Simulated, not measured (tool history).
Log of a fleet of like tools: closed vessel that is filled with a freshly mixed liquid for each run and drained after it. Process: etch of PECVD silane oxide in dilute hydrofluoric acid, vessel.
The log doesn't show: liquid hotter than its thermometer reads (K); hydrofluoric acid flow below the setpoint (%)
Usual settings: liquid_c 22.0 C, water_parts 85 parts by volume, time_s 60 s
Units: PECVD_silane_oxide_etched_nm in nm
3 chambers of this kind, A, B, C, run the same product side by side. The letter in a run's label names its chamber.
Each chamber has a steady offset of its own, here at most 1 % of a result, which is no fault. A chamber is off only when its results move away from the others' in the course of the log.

run   hour  liquid_c  water_parts  time_s  hours since the thermometer was replaced  hours since the hydrofluoric acid flow meter was replaced  read-back film thickness of the PECVD silane oxide reference wafer, read on the same gauge (nm)  PECVD_silane_oxide_etched_nm
 1B    6.1      22.0           85      60                                     885.8                                                      410.9                                                                                           80.022                        17.885
 2A   11.3      22.0           85      60                                    1706.6                                                      738.3                                                                                           80.009                        18.275
 3C   17.9      22.0           85      60                                     101.5                                                       32.9                                                                                           80.043                        18.352
      19.4  -- chamber B: thermometer replaced
 4C   25.0      22.0           85      60                                     108.6                                                       40.0                                                                                           80.013                        18.388
 5A   28.5      25.5           85      60                                    1723.8                                                      755.5                                                                                           80.039                        20.784
 6B   35.2      25.5           85      60                                      15.9                                                      440.0                                                                                           80.036                        20.817
 7A   40.7      25.5           85      60                                    1736.0                                                      767.7                                                                                           80.005                        20.760
 8B   46.2      22.0           85      60                                      26.9                                                      451.0                                                                                           80.009                        17.792
 9C   52.1      22.0           85      60                                     135.7                                                       67.1                                                                                           80.003                        18.232
10C   59.7      22.0           85      60                                     143.3                                                       74.7                                                                                           79.992                        18.225
11B   66.6      22.0           85      60                                      47.3                                                      471.4                                                                                           80.010                        17.826
12A   70.7      22.0           85      60                                    1766.0                                                      797.7                                                                                           79.964                        18.065
      77.1  -- chamber A: thermometer replaced
13B   77.2      22.0           85      60                                      57.9                                                      482.0                                                                                           80.024                        18.081
14A   81.5      22.0           85      60                                       4.4                                                      808.5                                                                                           79.968                        18.224
15C   88.9      22.0           85      60                                     172.5                                                      103.9                                                                                           79.967                        17.999
16C   95.5      18.0          105      60                                     179.1                                                      110.5                                                                                           80.024                        12.189
17A   99.0      18.0          105      60                                      21.9                                                      826.0                                                                                           80.018                        12.067
18B  104.7      18.0          105      60                                      85.4                                                      509.5                                                                                           79.978                        11.976
19A  110.2      22.0           85      60                                      33.1                                                      837.2                                                                                           80.027                        18.085
20C  117.0      22.0           85      60                                     200.6                                                      132.0                                                                                           80.013                        18.130
21B  123.9      22.0           85      60                                     104.6                                                      528.7                                                                                           79.987                        18.037
22B  129.4      17.5          110      60                                     110.1                                                      534.2                                                                                           79.973                        11.306
23C  136.5      17.5          110      60                                     220.1                                                      151.5                                                                                           79.993                        11.329
24A  141.3      17.5          110      60                                      64.2                                                      868.3                                                                                           80.000                        11.386
     142.2  -- chamber A: hydrofluoric acid flow meter replaced
25B  148.6      22.0           85      60                                     129.3                                                      553.4                                                                                           80.005                        18.190
26A  154.5      22.0           85      60                                      77.4                                                       12.3                                                                                           80.003                        18.021
27C  161.6      22.0           85      60                                     245.2                                                      176.6                                                                                           79.996                        18.228
28C  168.9      22.0           85      60                                     252.5                                                      183.9                                                                                           80.039                        18.018
29B  174.0      22.0           85      60                                     154.7                                                      578.8                                                                                           80.032                        18.211
30A  180.3      22.0           85      60                                     103.2                                                       38.1                                                                                           80.043                        18.048
31C  187.1      22.0           85      60                                     270.7                                                      202.1                                                                                           80.035                        18.116
32B  194.3      22.0           85      60                                     175.0                                                      599.1                                                                                           79.953                        18.220
33A  199.3      22.0           85      60                                     122.2                                                       57.1                                                                                           80.008                        18.219
34C  204.0      22.0           85      60                                     287.6                                                      219.0                                                                                           80.011                        18.328
35A  208.1      22.0           85      60                                     131.0                                                       65.9                                                                                           79.982                        18.184

What goes on in this fleet: one chamber off, a drifting gauge, or nothing beyond the chambers' own small offsets? Name the chamber and the cause, if any.

No chamber stands off beyond its own small offset, and the gauge holds steady.

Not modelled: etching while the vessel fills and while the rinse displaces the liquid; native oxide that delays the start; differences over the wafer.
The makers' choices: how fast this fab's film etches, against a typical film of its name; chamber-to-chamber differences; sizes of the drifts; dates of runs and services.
